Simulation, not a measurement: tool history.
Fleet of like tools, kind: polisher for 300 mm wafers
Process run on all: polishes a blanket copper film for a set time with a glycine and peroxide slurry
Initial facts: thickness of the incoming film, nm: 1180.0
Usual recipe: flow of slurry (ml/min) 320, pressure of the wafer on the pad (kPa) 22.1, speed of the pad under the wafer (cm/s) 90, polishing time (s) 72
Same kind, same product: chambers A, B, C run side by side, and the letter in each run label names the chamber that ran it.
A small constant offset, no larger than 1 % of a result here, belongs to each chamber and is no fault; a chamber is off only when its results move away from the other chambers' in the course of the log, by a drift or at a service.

run	day	flow of slurry (ml/min)	pressure of the wafer on the pad (kPa)	speed of the pad under the wafer (cm/s)	polishing time (s)	wafers polished on this pad	hours since the slurry nozzle was cleaned	hours since the head pressure was calibrated	film removed (nm)
# day 0.108: chamber A: worn pad replaced by a new one
1B	0.429	320	22.1	90	72	659	634.1	77.3	427.07
# day 0.658: chamber C: worn pad replaced by a new one
2A	0.671	320	22.1	90	72	153	18.1	212.4	430.06
3C	0.912	320	22.1	90	72	69	229.4	183.1	439.67
4B	1.183	320	22.1	90	72	863	652.2	95.4	430.81
5A	1.408	320	22.1	70	72	353	35.8	230.1	354.8
# day 1.567: chamber B: worn pad replaced by a new one
6C	1.692	320	22.1	70	72	280	248.1	201.8	353.63
7A	1.929	320	22.1	70	72	494	48.3	242.6	353.93
# day 2.021: chamber B: slurry nozzle cleaned
8C	2.388	320	22.1	90	72	469	264.8	218.5	437.97
9B	2.733	320	22.1	90	72	317	17.2	132.6	434.07
# day 2.871: chamber A: worn pad replaced by a new one
10C	3.038	320	22.1	90	72	645	280.4	234.1	439.27
# day 3.1: chamber C: worn pad replaced by a new one
11B	3.333	320	22.1	90	72	480	31.6	147	429.89
12A	3.796	320	22.1	90	72	251	93.1	287.4	428.44
13C	4	320	24.1	74	72	244	303.5	257.2	399.26
14A	4.333	320	24.1	74	72	397	106	300.3	396.43
# day 4.558: chamber B: worn pad replaced by a new one
15B	4.612	320	24.1	74	72	14	62.3	177.7	393.08
16C	4.938	320	22.1	90	72	498	326	279.7	439.47
17B	5.279	320	22.1	102	72	195	78.3	193.7	484.03
# day 5.288: chamber C: worn pad replaced by a new one
18A	5.538	320	22.1	102	72	724	134.9	329.2	482.97
# day 5.604: chamber A: worn pad replaced by a new one
19B	5.788	320	22.1	102	72	333	90.5	205.9	474.24
20C	6.088	320	22.1	90	72	217	353.6	307.3	434.17
21A	6.412	320	22.1	90	72	220	155.9	350.2	434.68

Next, every chamber runs the same settings. What will each give?
22A	6.75	320	19.3	90	72				?
22B	6.75	320	19.3	90	72				?
22C	6.75	320	19.3	90	72				?

run	film removed (nm)
22A	388.5
22B	386.67
22C	394.08

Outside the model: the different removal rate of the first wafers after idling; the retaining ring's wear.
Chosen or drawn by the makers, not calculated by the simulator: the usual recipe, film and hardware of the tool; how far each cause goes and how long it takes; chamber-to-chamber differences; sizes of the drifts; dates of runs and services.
